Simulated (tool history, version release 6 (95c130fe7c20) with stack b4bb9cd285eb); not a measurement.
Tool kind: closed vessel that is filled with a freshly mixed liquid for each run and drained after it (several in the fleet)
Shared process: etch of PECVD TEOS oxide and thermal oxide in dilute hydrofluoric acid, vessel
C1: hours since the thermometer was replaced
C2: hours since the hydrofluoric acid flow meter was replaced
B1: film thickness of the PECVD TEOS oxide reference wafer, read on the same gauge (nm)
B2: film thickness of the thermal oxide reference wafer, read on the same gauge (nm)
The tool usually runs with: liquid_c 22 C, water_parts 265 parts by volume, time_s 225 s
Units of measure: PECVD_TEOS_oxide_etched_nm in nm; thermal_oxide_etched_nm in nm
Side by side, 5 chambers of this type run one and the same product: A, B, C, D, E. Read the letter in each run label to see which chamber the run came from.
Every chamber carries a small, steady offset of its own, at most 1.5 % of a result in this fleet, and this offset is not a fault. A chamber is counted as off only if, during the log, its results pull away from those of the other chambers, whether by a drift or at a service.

run 1D hour=8.3 | liquid_c=22 water_parts=265 time_s=225 | C1=2079.7 C2=370.4 | B1=79.996 B2=29.962 | PECVD_TEOS_oxide_etched_nm=14.107 thermal_oxide_etched_nm=3.0717
run 2A hour=18.8 | liquid_c=22 water_parts=265 time_s=225 | C1=172.9 C2=401.9 | B1=80.001 B2=30.05 | PECVD_TEOS_oxide_etched_nm=13.692 thermal_oxide_etched_nm=3.086
run 3C hour=30.7 | liquid_c=22 water_parts=265 time_s=225 | C1=1865.8 C2=1614.3 | B1=80.05 B2=30 | PECVD_TEOS_oxide_etched_nm=13.537 thermal_oxide_etched_nm=3.1175
run 4B hour=36.2 | liquid_c=22 water_parts=265 time_s=225 | C1=536.1 C2=386.5 | B1=80.032 B2=29.964 | PECVD_TEOS_oxide_etched_nm=13.845 thermal_oxide_etched_nm=3.1033
run 5E hour=45.9 | liquid_c=22 water_parts=265 time_s=225 | C1=2111.9 C2=1120.4 | B1=79.985 B2=29.998 | PECVD_TEOS_oxide_etched_nm=13.583 thermal_oxide_etched_nm=3.1067
run 6C hour=57.3 | liquid_c=22 water_parts=265 time_s=225 | C1=1892.4 C2=1640.9 | B1=80.002 B2=29.987 | PECVD_TEOS_oxide_etched_nm=14.01 thermal_oxide_etched_nm=3.1366
run 7B hour=68.2 | liquid_c=22 water_parts=265 time_s=225 | C1=568.1 C2=418.5 | B1=80.031 B2=29.975 | PECVD_TEOS_oxide_etched_nm=13.715 thermal_oxide_etched_nm=3.1385
run 8D hour=75 | liquid_c=22 water_parts=265 time_s=225 | C1=2146.4 C2=437.1 | B1=80.034 B2=29.99 | PECVD_TEOS_oxide_etched_nm=14.041 thermal_oxide_etched_nm=3.1226
run 9E hour=81.1 | liquid_c=22 water_parts=265 time_s=225 | C1=2147.1 C2=1155.6 | B1=80.023 B2=29.995 | PECVD_TEOS_oxide_etched_nm=13.173 thermal_oxide_etched_nm=3.0175
run 10A hour=90.6 | liquid_c=22 water_parts=265 time_s=225 | C1=244.7 C2=473.7 | B1=79.978 B2=30.033 | PECVD_TEOS_oxide_etched_nm=13.572 thermal_oxide_etched_nm=3.0761
run 11E hour=99.5 | liquid_c=22 water_parts=265 time_s=225 | C1=2165.5 C2=1174 | B1=80.017 B2=29.978 | PECVD_TEOS_oxide_etched_nm=13.364 thermal_oxide_etched_nm=2.9824
run 12D hour=108.8 | liquid_c=22 water_parts=265 time_s=155 | C1=2180.2 C2=470.9 | B1=80.022 B2=30.054 | PECVD_TEOS_oxide_etched_nm=9.5209 thermal_oxide_etched_nm=2.1426
-- hour=110.7 chamber D: thermometer replaced
run 13B hour=116.2 | liquid_c=22 water_parts=265 time_s=155 | C1=616.1 C2=466.5 | B1=79.976 B2=30.02 | PECVD_TEOS_oxide_etched_nm=9.4734 thermal_oxide_etched_nm=2.1218
run 14A hour=125.3 | liquid_c=22 water_parts=265 time_s=155 | C1=279.4 C2=508.4 | B1=80.062 B2=30.001 | PECVD_TEOS_oxide_etched_nm=9.3555 thermal_oxide_etched_nm=2.1411
run 15C hour=135.8 | liquid_c=22 water_parts=265 time_s=155 | C1=1970.9 C2=1719.4 | B1=79.988 B2=30.017 | PECVD_TEOS_oxide_etched_nm=9.5055 thermal_oxide_etched_nm=2.1206
run 16E hour=146.5 | liquid_c=22 water_parts=265 time_s=155 | C1=2212.5 C2=1221 | B1=79.969 B2=30.001 | PECVD_TEOS_oxide_etched_nm=8.9708 thermal_oxide_etched_nm=2.0083
run 17B hour=156.6 | liquid_c=22 water_parts=265 time_s=225 | C1=656.5 C2=506.9 | B1=79.975 B2=30.003 | PECVD_TEOS_oxide_etched_nm=13.827 thermal_oxide_etched_nm=3.1205
run 18A hour=162.5 | liquid_c=22 water_parts=265 time_s=225 | C1=316.6 C2=545.6 | B1=80.011 B2=29.962 | PECVD_TEOS_oxide_etched_nm=13.613 thermal_oxide_etched_nm=3.0662
run 19D hour=172.9 | liquid_c=22 water_parts=265 time_s=225 | C1=62.3 C2=535 | B1=79.98 B2=30.04 | PECVD_TEOS_oxide_etched_nm=13.743 thermal_oxide_etched_nm=3.0841
run 20C hour=180.5 | liquid_c=22 water_parts=265 time_s=225 | C1=2015.6 C2=1764.1 | B1=80.028 B2=29.968 | PECVD_TEOS_oxide_etched_nm=13.881 thermal_oxide_etched_nm=3.1156
run 21A hour=186.9 | liquid_c=22 water_parts=265 time_s=225 | C1=341 C2=570 | B1=80.015 B2=29.988 | PECVD_TEOS_oxide_etched_nm=13.618 thermal_oxide_etched_nm=3.0665
-- hour=193.7 chamber C: hydrofluoric acid flow meter replaced
run 22C hour=194.4 | liquid_c=22 water_parts=265 time_s=225 | C1=2029.5 C2=0.8 | B1=79.997 B2=30.007 | PECVD_TEOS_oxide_etched_nm=13.827 thermal_oxide_etched_nm=3.0945
run 23E hour=201.3 | liquid_c=22 water_parts=265 time_s=225 | C1=2267.3 C2=1275.8 | B1=80.046 B2=29.995 | PECVD_TEOS_oxide_etched_nm=12.581 thermal_oxide_etched_nm=2.8529
run 24D hour=207.8 | liquid_c=22 water_parts=265 time_s=225 | C1=97.2 C2=569.9 | B1=80.019 B2=29.937 | PECVD_TEOS_oxide_etched_nm=13.798 thermal_oxide_etched_nm=3.1286
run 25B hour=217.4 | liquid_c=22 water_parts=265 time_s=225 | C1=717.3 C2=567.7 | B1=79.969 B2=30.033 | PECVD_TEOS_oxide_etched_nm=13.879 thermal_oxide_etched_nm=3.0878
run 26C hour=222.5 | liquid_c=24.5 water_parts=265 time_s=305 | C1=2057.6 C2=28.9 | B1=79.971 B2=30.004 | PECVD_TEOS_oxide_etched_nm=20.571 thermal_oxide_etched_nm=4.5459
run 27B hour=229.5 | liquid_c=24.5 water_parts=265 time_s=305 | C1=729.4 C2=579.8 | B1=79.987 B2=30.019 | PECVD_TEOS_oxide_etched_nm=20.574 thermal_oxide_etched_nm=4.585
run 28D hour=235.6 | liquid_c=24.5 water_parts=265 time_s=305 | C1=125 C2=597.7 | B1=79.969 B2=29.99 | PECVD_TEOS_oxide_etched_nm=20.586 thermal_oxide_etched_nm=4.5563
run 29A hour=245.8 | liquid_c=24.5 water_parts=265 time_s=305 | C1=399.9 C2=628.9 | B1=80.024 B2=29.983 | PECVD_TEOS_oxide_etched_nm=20.773 thermal_oxide_etched_nm=4.5346
run 30E hour=253.6 | liquid_c=24.5 water_parts=265 time_s=305 | C1=2319.6 C2=1328.1 | B1=80 B2=30.012 | PECVD_TEOS_oxide_etched_nm=18.338 thermal_oxide_etched_nm=4.0143
run 31C hour=262.4 | liquid_c=22 water_parts=265 time_s=280 | C1=2097.5 C2=68.8 | B1=80.052 B2=29.974 | PECVD_TEOS_oxide_etched_nm=17.296 thermal_oxide_etched_nm=3.8653
run 32A hour=273.4 | liquid_c=22 water_parts=265 time_s=280 | C1=427.5 C2=656.5 | B1=79.974 B2=29.982 | PECVD_TEOS_oxide_etched_nm=17.166 thermal_oxide_etched_nm=3.9002

Does one chamber stand apart from the rest, does the shared gauge drift, or is all well apart from small per-chamber offsets? Give the chamber and the most likely cause, where there is one.

One chamber, E, drifts off from the rest bit by bit.
Most likely cause: hydrofluoric acid flow below the setpoint (%) = 9.98.

Which of the 4 candidates below, each the usual settings with something changed and its results left as question marks, puts chamber E back in line with what the other chambers give on the usual settings?
Counts as in line when no further than this from what the other chambers average on the usual settings: PECVD_TEOS_oxide_etched_nm 0.47 nm; thermal_oxide_etched_nm 0.11 nm
run 33E-1 hour=282 | liquid_c=22 water_parts=250 time_s=240 | PECVD_TEOS_oxide_etched_nm=? thermal_oxide_etched_nm=?
run 33E-2 hour=282 | liquid_c=22 water_parts=255 time_s=230 | PECVD_TEOS_oxide_etched_nm=? thermal_oxide_etched_nm=?
run 33E-3 hour=282 | liquid_c=22 water_parts=275 time_s=220 | PECVD_TEOS_oxide_etched_nm=? thermal_oxide_etched_nm=?
run 33E-4 hour=282 | liquid_c=22 water_parts=280 time_s=210 | PECVD_TEOS_oxide_etched_nm=? thermal_oxide_etched_nm=?

On the usual settings, the other chambers give on average: PECVD_TEOS_oxide_etched_nm 13.8 nm; thermal_oxide_etched_nm 3.098 nm
run=33E-1 PECVD_TEOS_oxide_etched_nm=13.857 thermal_oxide_etched_nm=3.1284
run=33E-2 PECVD_TEOS_oxide_etched_nm=12.946 thermal_oxide_etched_nm=2.9226
run=33E-3 PECVD_TEOS_oxide_etched_nm=11.229 thermal_oxide_etched_nm=2.5349
run=33E-4 PECVD_TEOS_oxide_etched_nm=10.469 thermal_oxide_etched_nm=2.3635
It is 33E-1 that realigns the chamber with its peers.
